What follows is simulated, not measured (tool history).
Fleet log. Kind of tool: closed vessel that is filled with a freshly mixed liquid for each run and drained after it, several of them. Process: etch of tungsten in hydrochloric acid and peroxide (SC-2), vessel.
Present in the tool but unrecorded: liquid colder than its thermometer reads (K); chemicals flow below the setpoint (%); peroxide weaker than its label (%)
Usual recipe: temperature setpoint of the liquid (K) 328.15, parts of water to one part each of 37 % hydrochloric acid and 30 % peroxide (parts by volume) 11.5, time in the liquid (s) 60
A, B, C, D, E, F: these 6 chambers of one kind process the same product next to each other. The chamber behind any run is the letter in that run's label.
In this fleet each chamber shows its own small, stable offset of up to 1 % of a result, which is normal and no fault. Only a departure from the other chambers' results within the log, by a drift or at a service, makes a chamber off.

| run | hour | temperature setpoint of the liquid (K) | parts of water to one part each of 37 % hydrochloric acid and 30 % peroxide (parts by volume) | time in the liquid (s) | hours since the thermometer was replaced | hours since the chemicals flow meter was replaced | hours since the drum of peroxide was connected | read-back film thickness of the tungsten reference wafer, read on the same gauge (nm) | thickness taken off the tungsten on a monitor wafer (nm) |
|---|---|---|---|---|---|---|---|---|---|
|  | 9.6 | chamber C: chemicals flow meter replaced |
| 1D | 10.5 | 328.15 | 11.5 | 60 | 1541.2 | 230.9 | 410.6 | 50.007 | 20.129 |
| 2B | 18.4 | 328.15 | 11.5 | 60 | 2340.3 | 1851.7 | 111.7 | 50.007 | 20.112 |
| 3C | 28.1 | 328.15 | 11.5 | 60 | 1042 | 18.5 | 473.7 | 49.988 | 20.626 |
| 4A | 36.5 | 328.15 | 11.5 | 60 | 1161.7 | 617.7 | 65.6 | 50.001 | 20.246 |
| 5E | 43.4 | 328.15 | 11.5 | 60 | 2004.9 | 1106.7 | 525.5 | 49.969 | 20 |
| 6F | 49.7 | 328.15 | 6.5 | 45 | 1979.7 | 987.5 | 422.2 | 50.036 | 24.159 |
| 7D | 60.3 | 328.15 | 6.5 | 45 | 1591 | 280.7 | 460.4 | 49.998 | 24.118 |
| 8C | 71.2 | 328.15 | 6.5 | 45 | 1085.1 | 61.6 | 516.8 | 49.978 | 23.765 |
| 9A | 77.6 | 328.15 | 6.5 | 45 | 1202.8 | 658.8 | 106.7 | 50.002 | 24.382 |
| 10E | 89.3 | 328.15 | 6.5 | 45 | 2050.8 | 1152.6 | 571.4 | 49.989 | 24.5 |
| 11F | 99.2 | 328.15 | 6.5 | 45 | 2029.2 | 1037 | 471.7 | 49.994 | 23.742 |
| 12B | 104.9 | 328.15 | 11.5 | 60 | 2426.8 | 1938.2 | 198.2 | 50.021 | 20.221 |
| 13D | 113.3 | 328.15 | 11.5 | 60 | 1644 | 333.7 | 513.4 | 50.024 | 20.12 |
| 14C | 119.8 | 328.15 | 11.5 | 60 | 1133.7 | 110.2 | 565.4 | 49.976 | 20.432 |
| 15F | 125.3 | 328.15 | 11.5 | 60 | 2055.3 | 1063.1 | 497.8 | 49.993 | 20.282 |
|  | 130.3 | chamber F: new drum of peroxide connected |
| 16B | 132.8 | 328.15 | 11.5 | 60 | 2454.7 | 1966.1 | 226.1 | 49.983 | 19.941 |
| 17E | 142.2 | 328.15 | 11.5 | 60 | 2103.7 | 1205.5 | 624.3 | 50.016 | 20.048 |
| 18A | 153.8 | 328.15 | 11.5 | 60 | 1279 | 735 | 182.9 | 50.004 | 20.184 |
| 19B | 163.4 | 328.15 | 11.5 | 60 | 2485.3 | 1996.7 | 256.7 | 50.029 | 19.954 |
| 20A | 169.9 | 328.15 | 11.5 | 60 | 1295.1 | 751.1 | 199 | 50.005 | 20.562 |
| 21D | 182.1 | 328.15 | 11.5 | 60 | 1712.8 | 402.5 | 582.2 | 50.015 | 20.079 |
|  | 184.4 | chamber E: chemicals flow meter replaced |
| 22C | 187.7 | 328.15 | 11.5 | 60 | 1201.6 | 178.1 | 633.3 | 50.01 | 20.307 |
| 23E | 198.8 | 328.15 | 11.5 | 60 | 2160.3 | 14.4 | 680.9 | 49.996 | 20.033 |
| 24F | 210.4 | 337.15 | 11.5 | 60 | 2140.4 | 1148.2 | 80.1 | 50.006 | 34.061 |
| 25E | 219 | 337.15 | 11.5 | 60 | 2180.5 | 34.6 | 701.1 | 50.026 | 35.295 |
| 26C | 229.5 | 337.15 | 11.5 | 60 | 1243.4 | 219.9 | 675.1 | 49.959 | 36.095 |
| 27D | 238 | 337.15 | 11.5 | 60 | 1768.7 | 458.4 | 638.1 | 50.028 | 34.899 |
| 28B | 248.5 | 337.15 | 11.5 | 60 | 2570.4 | 2081.8 | 341.8 | 49.995 | 35.249 |
| 29F | 255.2 | 337.15 | 11.5 | 60 | 2185.2 | 1193 | 124.9 | 49.995 | 33.564 |
| 30A | 266.9 | 328.15 | 11.5 | 60 | 1392.1 | 848.1 | 296 | 49.982 | 20.099 |
|  | 274.9 | chamber B: new drum of peroxide connected |
| 31A | 276.3 | 328.15 | 11.5 | 60 | 1401.5 | 857.5 | 305.4 | 50.019 | 20.129 |
|  | 281.1 | chamber B: chemicals flow meter replaced |
| 32E | 282.1 | 328.15 | 11.5 | 60 | 2243.6 | 97.7 | 764.2 | 49.96 | 20.232 |
| 33F | 287.9 | 328.15 | 11.5 | 60 | 2217.9 | 1225.7 | 157.6 | 49.988 | 19.228 |
| 34C | 299.3 | 328.15 | 11.5 | 60 | 1313.2 | 289.7 | 744.9 | 49.991 | 20.101 |
| 35B | 310.3 | 328.15 | 11.5 | 60 | 2632.2 | 29.2 | 35.4 | 50.039 | 20.059 |
| 36D | 317.7 | 328.15 | 11.5 | 60 | 1848.4 | 538.1 | 717.8 | 50.021 | 19.805 |
| 37E | 329.1 | 328.15 | 11.5 | 60 | 2290.6 | 144.7 | 811.2 | 49.978 | 20.36 |
| 38B | 335.3 | 328.15 | 11.5 | 60 | 2657.2 | 54.2 | 60.4 | 49.988 | 19.991 |
| 39D | 341.8 | 328.15 | 11.5 | 60 | 1872.5 | 562.2 | 741.9 | 50.015 | 19.962 |
| 40F | 347.6 | 328.15 | 11.5 | 60 | 2277.6 | 1285.4 | 217.3 | 50.031 | 19.239 |
|  | 354.5 | chamber C: new drum of peroxide connected |
| 41C | 355 | 328.15 | 11.5 | 60 | 1368.9 | 345.4 | 0.5 | 50.033 | 20.595 |
| 42A | 364.8 | 328.15 | 11.5 | 60 | 1490 | 946 | 393.9 | 49.987 | 20.51 |
| 43E | 370.5 | 328.15 | 6 | 85 | 2332 | 186.1 | 852.6 | 49.983 | 49.579 |
| 44C | 380.1 | 328.15 | 6 | 85 | 1394 | 370.5 | 25.6 | 50.026 | 48.727 |

Has any chamber moved away from the others, gradually or after a service, or does the common gauge drift, or do the chambers differ only by their own small steady offsets? State the chamber and the most likely cause if one applies.

Chamber F drifts away from the others.
Cause: chemicals flow below the setpoint (%) = 6.92.
From this log alone, it may not be told apart from: liquid colder than its thermometer reads (K).

Below are 4 candidate recipes for chamber F's next run, each the usual settings with a change, their results shown as question marks. Which of them brings F's results back in line with what the other chambers give on the usual settings?
In-line tolerance around the mean of the other chambers on the usual settings: thickness taken off the tungsten on a monitor wafer (nm) 0.67
| 45F-1 | 389 | 329.15 | 11.5 | 60 |  |  |  |  | ? |
| 45F-2 | 389 | 327.65 | 12 | 60 |  |  |  |  | ? |
| 45F-3 | 389 | 328.15 | 10 | 60 |  |  |  |  | ? |
| 45F-4 | 389 | 326.65 | 12 | 60 |  |  |  |  | ? |

The other chambers' mean on the usual settings: thickness taken off the tungsten on a monitor wafer (nm) 20.174
| run | thickness taken off the tungsten on a monitor wafer (nm) |
|---|---|
| 45F-1 | 20.118 |
| 45F-2 | 17.603 |
| 45F-3 | 21.287 |
| 45F-4 | 16.505 |
45F-1 brings the chamber back in line.
